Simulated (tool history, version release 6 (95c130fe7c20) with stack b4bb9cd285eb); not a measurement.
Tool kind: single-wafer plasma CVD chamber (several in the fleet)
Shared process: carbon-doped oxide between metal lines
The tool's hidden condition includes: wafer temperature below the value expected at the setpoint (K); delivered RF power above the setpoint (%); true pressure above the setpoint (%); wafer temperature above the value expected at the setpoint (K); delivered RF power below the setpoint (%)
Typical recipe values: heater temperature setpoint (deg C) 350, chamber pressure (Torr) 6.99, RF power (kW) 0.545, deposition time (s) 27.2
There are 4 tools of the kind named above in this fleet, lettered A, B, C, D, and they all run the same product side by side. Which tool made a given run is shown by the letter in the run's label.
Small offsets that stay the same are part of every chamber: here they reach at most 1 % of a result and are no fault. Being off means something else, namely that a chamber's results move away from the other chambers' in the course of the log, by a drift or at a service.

run,day,heater temperature setpoint (deg C),chamber pressure (Torr),RF power (kW),deposition time (s),hours since the last thermocouple change,hours since the last RF generator calibration,hours since the last manometer calibration,"read-back reference wafer on the same gauge, thickness_nm",mean film thickness on the monitor wafer (nm)
1D,0.154,350,6.99,0.545,27.2,197.2,1071.3,560.4,143.02,152.83
2A,0.342,350,6.99,0.545,27.2,372,1678.2,796.9,143.06,152.4
3B,0.654,350,6.99,0.545,27.2,356.3,1892.9,1478.2,143.06,151.76
4C,0.9,350,6.99,0.545,27.2,165.4,762.5,1834.8,143.1,150.88
5C,1.208,350,6.99,0.545,27.2,172.8,769.9,1842.2,143.1,150.8
6D,1.354,350,5.64,0.605,27.2,226,1100.1,589.2,143.12,159.94
7A,1.617,350,5.64,0.605,27.2,402.6,1708.8,827.5,143.09,159.56
8B,1.838,350,5.64,0.605,27.2,384.7,1921.3,1506.6,143.13,158.48
9C,2.05,350,5.64,0.605,27.2,193,790.1,1862.4,143.13,157.61
10A,2.238,350,6.99,0.545,27.2,417.5,1723.7,842.4,143.19,152.53
11D,2.388,350,6.99,0.545,27.2,250.8,1124.9,614,143.18,153.04
12B,2.612,350,6.99,0.545,27.2,403.3,1939.9,1525.2,143.18,151.96
13B,2.808,350,6.99,0.545,27.2,408,1944.6,1529.9,143.19,151.93
14D,3.05,350,6.99,0.545,27.2,266.7,1140.8,629.9,143.19,153.37
15A,3.317,350,6.99,0.545,27.2,443.4,1749.6,868.3,143.25,152.54
16C,3.546,350,6.99,0.545,27.2,228.9,826,1898.3,143.26,150.91
17D,3.812,350,6.99,0.545,27.2,285,1159.1,648.2,143.28,153.31
18A,4.071,350,6.99,0.545,27.2,461.5,1767.7,886.4,143.33,152.89
19C,4.329,350,6.99,0.545,27.2,247.7,844.8,1917.1,143.35,151.44
20B,4.621,350,6.99,0.545,27.2,451.5,1988.1,1573.4,143.38,152.14
21B,4.883,350,6.99,0.545,27.2,457.8,1994.4,1579.7,143.32,151.81
22C,5.071,350,6.99,0.545,27.2,265.5,862.6,1934.9,143.38,151.52
23A,5.375,350,6.99,0.545,27.2,492.8,1799,917.7,143.38,153
24D,5.583,350,6.99,0.545,27.2,327.5,1201.6,690.7,143.46,153.49
25A,5.862,350,6.99,0.545,27.2,504.5,1810.7,929.4,143.44,152.97
26B,6.117,350,6.99,0.545,27.2,487.4,2024,1609.3,143.49,151.93
# day 6.362: chamber A: RF generator calibrated
27D,6.362,350,6.99,0.545,27.2,346.2,1220.3,709.4,143.44,153.86
28C,6.654,350,6.99,0.545,27.2,303.5,900.6,1972.9,143.45,151.35
29D,6.879,350,6.99,0.545,27.2,358.6,1232.7,721.8,143.52,153.47
30C,7.096,350,6.99,0.545,27.2,314.1,911.2,1983.5,143.61,151.49
31B,7.254,350,6.99,0.545,27.2,514.7,2051.3,1636.6,143.57,152.04
# day 7.304: chamber B: capacitance manometer re-zeroed and calibrated
32A,7.425,350,6.99,0.545,27.2,542,25.6,966.9,143.54,153.02
33B,7.738,350,6.99,0.545,27.2,526.3,2062.9,10.5,143.57,152.06
34D,8.054,350,5.92,0.545,27.2,386.8,1260.9,750,143.59,151.62
35C,8.3,350,5.92,0.545,27.2,343,940.1,2012.4,143.63,149.39
36A,8.604,350,5.92,0.545,27.2,570.3,53.9,995.2,143.64,151.04
37A,8.8,350,5.92,0.545,27.2,575,58.6,999.9,143.66,150.76
# day 8.925: chamber C: RF generator calibrated
38C,8.983,355,6.99,0.645,27.2,359.4,1.5,2028.8,143.68,165.43

Is one chamber out of step, is the gauge drifting, or do the chambers differ by no more than their own small offsets? For an off chamber, give its letter and the likeliest cause.

Gauge drift. The chambers move together only on paper, and none stands off.
Most likely cause: gauge reads high (%) = 0.482.
